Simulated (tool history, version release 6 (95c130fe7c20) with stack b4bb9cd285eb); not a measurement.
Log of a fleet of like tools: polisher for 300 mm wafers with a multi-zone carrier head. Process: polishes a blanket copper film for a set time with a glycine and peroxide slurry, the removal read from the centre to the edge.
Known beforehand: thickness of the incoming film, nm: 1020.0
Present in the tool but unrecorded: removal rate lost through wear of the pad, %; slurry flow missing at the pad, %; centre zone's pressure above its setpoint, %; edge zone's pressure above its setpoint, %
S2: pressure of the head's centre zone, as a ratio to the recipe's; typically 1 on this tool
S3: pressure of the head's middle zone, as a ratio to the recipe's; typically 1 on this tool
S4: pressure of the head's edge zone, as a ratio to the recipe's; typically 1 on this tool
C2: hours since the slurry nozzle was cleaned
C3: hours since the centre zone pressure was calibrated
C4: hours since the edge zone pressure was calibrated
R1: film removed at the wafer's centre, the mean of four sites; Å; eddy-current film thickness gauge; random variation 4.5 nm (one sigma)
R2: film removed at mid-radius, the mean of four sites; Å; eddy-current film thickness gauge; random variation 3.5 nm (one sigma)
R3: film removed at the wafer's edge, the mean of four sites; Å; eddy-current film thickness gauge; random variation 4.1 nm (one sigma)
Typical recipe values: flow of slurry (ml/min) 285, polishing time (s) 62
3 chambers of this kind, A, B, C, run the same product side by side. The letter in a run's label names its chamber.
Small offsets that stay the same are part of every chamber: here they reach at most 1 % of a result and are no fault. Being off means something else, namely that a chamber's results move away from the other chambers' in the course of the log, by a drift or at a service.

Run 1C, hour 5.9: usual settings; wafers polished on this pad 202; C2 144.7; C3 64.4; C4 616.5. Result: R1 3227.1 Å, R2 3259.1 Å, R3 3249.3 Å.
Run 2B, hour 11.6: usual settings; wafers polished on this pad 488; C2 257.1; C3 972.6; C4 171.8. Result: R1 3203.8 Å, R2 3278.6 Å, R3 3200.9 Å.
At hour 17.3: chamber A: slurry nozzle cleaned.
Run 3A, hour 20.7: usual settings; wafers polished on this pad 722; C2 3.4; C3 323.8; C4 813.3. Result: R1 3240.9 Å, R2 3284.1 Å, R3 3254.9 Å.
Run 4B, hour 27.7: usual settings; wafers polished on this pad 610; C2 273.2; C3 988.7; C4 187.9. Result: R1 3227.0 Å, R2 3233.3 Å, R3 3275.4 Å.
Run 5A, hour 38.9: usual settings; wafers polished on this pad 861; C2 21.6; C3 342.0; C4 831.5. Result: R1 3265.0 Å, R2 3248.0 Å, R3 3263.7 Å.
Run 6C, hour 44.7: usual settings; wafers polished on this pad 497; C2 183.5; C3 103.2; C4 655.3. Result: R1 3241.4 Å, R2 3239.7 Å, R3 3184.5 Å.
Run 7A, hour 52.4: usual settings; wafers polished on this pad 963; C2 35.1; C3 355.5; C4 845.0. Result: R1 3213.6 Å, R2 3232.9 Å, R3 3276.6 Å.
At hour 61.7: chamber A: worn pad replaced by a new one.
Run 8B, hour 64.4: usual settings; wafers polished on this pad 890; C2 309.9; C3 1025.4; C4 224.6. Result: R1 3211.7 Å, R2 3221.1 Å, R3 3239.3 Å.
Run 9C, hour 70.8: usual settings; wafers polished on this pad 696; C2 209.6; C3 129.3; C4 681.4. Result: R1 3201.7 Å, R2 3283.9 Å, R3 3257.2 Å.
Run 10B, hour 80.6: usual settings; wafers polished on this pad 1013; C2 326.1; C3 1041.6; C4 240.8. Result: R1 3161.8 Å, R2 3253.3 Å, R3 3295.3 Å.
At hour 91.6: chamber A: centre zone pressure recalibrated.
Run 11A, hour 92.6: usual settings; wafers polished on this pad 235; C2 75.3; C3 1.1; C4 885.2. Result: R1 3263.5 Å, R2 3208.7 Å, R3 3266.9 Å.
At hour 98.7: chamber C: worn pad replaced by a new one.
Run 12C, hour 99.9: usual settings; wafers polished on this pad 9; C2 238.7; C3 158.4; C4 710.5. Result: R1 3247.4 Å, R2 3293.5 Å, R3 3226.8 Å.
Run 13C, hour 110.0: usual settings; wafers polished on this pad 86; C2 248.8; C3 168.5; C4 720.6. Result: R1 3259.1 Å, R2 3256.9 Å, R3 3250.3 Å.
Run 14A, hour 118.0: usual settings; wafers polished on this pad 429; C2 100.7; C3 26.5; C4 910.6. Result: R1 3340.7 Å, R2 3287.4 Å, R3 3300.6 Å.
Run 15B, hour 130.0: usual settings; wafers polished on this pad 1389; C2 375.5; C3 1091.0; C4 290.2. Result: R1 3147.8 Å, R2 3243.8 Å, R3 3135.0 Å.
Run 16A, hour 136.7: usual settings; wafers polished on this pad 571; C2 119.4; C3 45.2; C4 929.3. Result: R1 3147.1 Å, R2 3244.6 Å, R3 3238.0 Å.
Run 17C, hour 146.5: usual settings; wafers polished on this pad 364; C2 285.3; C3 205.0; C4 757.1. Result: R1 3177.4 Å, R2 3247.4 Å, R3 3172.5 Å.
Run 18B, hour 155.9: usual settings; wafers polished on this pad 1586; C2 401.4; C3 1116.9; C4 316.1. Result: R1 3143.9 Å, R2 3256.2 Å, R3 3109.2 Å.
Run 19B, hour 166.9: usual settings; wafers polished on this pad 1670; C2 412.4; C3 1127.9; C4 327.1. Result: R1 3236.9 Å, R2 3172.9 Å, R3 3094.0 Å.
Run 20C, hour 174.8: usual settings; wafers polished on this pad 579; C2 313.6; C3 233.3; C4 785.4. Result: R1 3247.3 Å, R2 3305.5 Å, R3 3163.8 Å.
Run 21A, hour 180.9: usual settings; wafers polished on this pad 908; C2 163.6; C3 89.4; C4 973.5. Result: R1 3234.8 Å, R2 3325.4 Å, R3 3289.9 Å.
Run 22B, hour 187.5: usual settings; wafers polished on this pad 1827; C2 433.0; C3 1148.5; C4 347.7. Result: R1 3154.0 Å, R2 3147.3 Å, R3 3171.5 Å.
At hour 196.9: chamber A: worn pad replaced by a new one.
Run 23A, hour 198.4: usual settings; wafers polished on this pad 11; C2 181.1; C3 106.9; C4 991.0. Result: R1 3234.7 Å, R2 3236.1 Å, R3 3214.9 Å.
Run 24C, hour 210.2: usual settings; wafers polished on this pad 849; C2 349.0; C3 268.7; C4 820.8. Result: R1 3176.0 Å, R2 3267.6 Å, R3 3242.5 Å.
At hour 215.6: chamber C: worn pad replaced by a new one.
Run 25A, hour 219.4: usual settings; wafers polished on this pad 171; C2 202.1; C3 127.9; C4 1012.0. Result: R1 3242.8 Å, R2 3258.7 Å, R3 3249.5 Å.
Run 26B, hour 231.3: usual settings; wafers polished on this pad 2160; C2 476.8; C3 1192.3; C4 391.5. Result: R1 2941.8 Å, R2 3021.4 Å, R3 3106.5 Å.
At hour 232.0: chamber A: edge zone pressure recalibrated.
Run 27C, hour 237.2: usual settings; wafers polished on this pad 164; C2 376.0; C3 295.7; C4 847.8. Result: R1 3168.7 Å, R2 3247.2 Å, R3 3192.8 Å.
At hour 239.8: chamber A: slurry nozzle cleaned.
Run 28A, hour 243.0: usual settings; wafers polished on this pad 351; C2 3.2; C3 151.5; C4 11.0. Result: R1 3246.1 Å, R2 3345.6 Å, R3 3302.9 Å.
Run 29C, hour 250.0: usual settings; wafers polished on this pad 262; C2 388.8; C3 308.5; C4 860.6. Result: R1 3201.6 Å, R2 3223.8 Å, R3 3243.4 Å.
Run 30B, hour 257.7: usual settings; wafers polished on this pad 2361; C2 503.2; C3 1218.7; C4 417.9. Result: R1 3035.9 Å, R2 3013.2 Å, R3 3091.8 Å.
Run 31A, hour 264.9: usual settings; wafers polished on this pad 517; C2 25.1; C3 173.4; C4 32.9. Result: R1 3218.0 Å, R2 3290.2 Å, R3 3264.9 Å.
Run 32B, hour 275.2: usual settings; wafers polished on this pad 2495; C2 520.7; C3 1236.2; C4 435.4. Result: R1 2880.5 Å, R2 3014.0 Å, R3 2994.4 Å.
Run 33C, hour 286.8: usual settings; wafers polished on this pad 542; C2 425.6; C3 345.3; C4 897.4. Result: R1 3257.6 Å, R2 3254.7 Å, R3 3239.2 Å.
Run 34B, hour 296.9: usual settings; wafers polished on this pad 2660; C2 542.4; C3 1257.9; C4 457.1. Result: R1 2951.1 Å, R2 2893.9 Å, R3 2951.1 Å.
Run 35A, hour 305.3: usual settings; wafers polished on this pad 825; C2 65.5; C3 213.8; C4 73.3. Result: R1 3183.7 Å, R2 3288.5 Å, R3 3275.1 Å.

Next, all 3 chambers run the settings below, one line each with question marks for the results. What does each chamber give?
Run 36A, hour 314.4: usual settings. Result: R1 ?, R2 ?, R3 ?.
Run 36B, hour 314.4: usual settings. Result: R1 ?, R2 ?, R3 ?.
Run 36C, hour 314.4: usual settings. Result: R1 ?, R2 ?, R3 ?.

run      R1      R2      R3
36A  3185.4  3264.6  3280.6
36B  2964.6  2889.1  2832.4
36C  3186.2  3216.1  3295.3
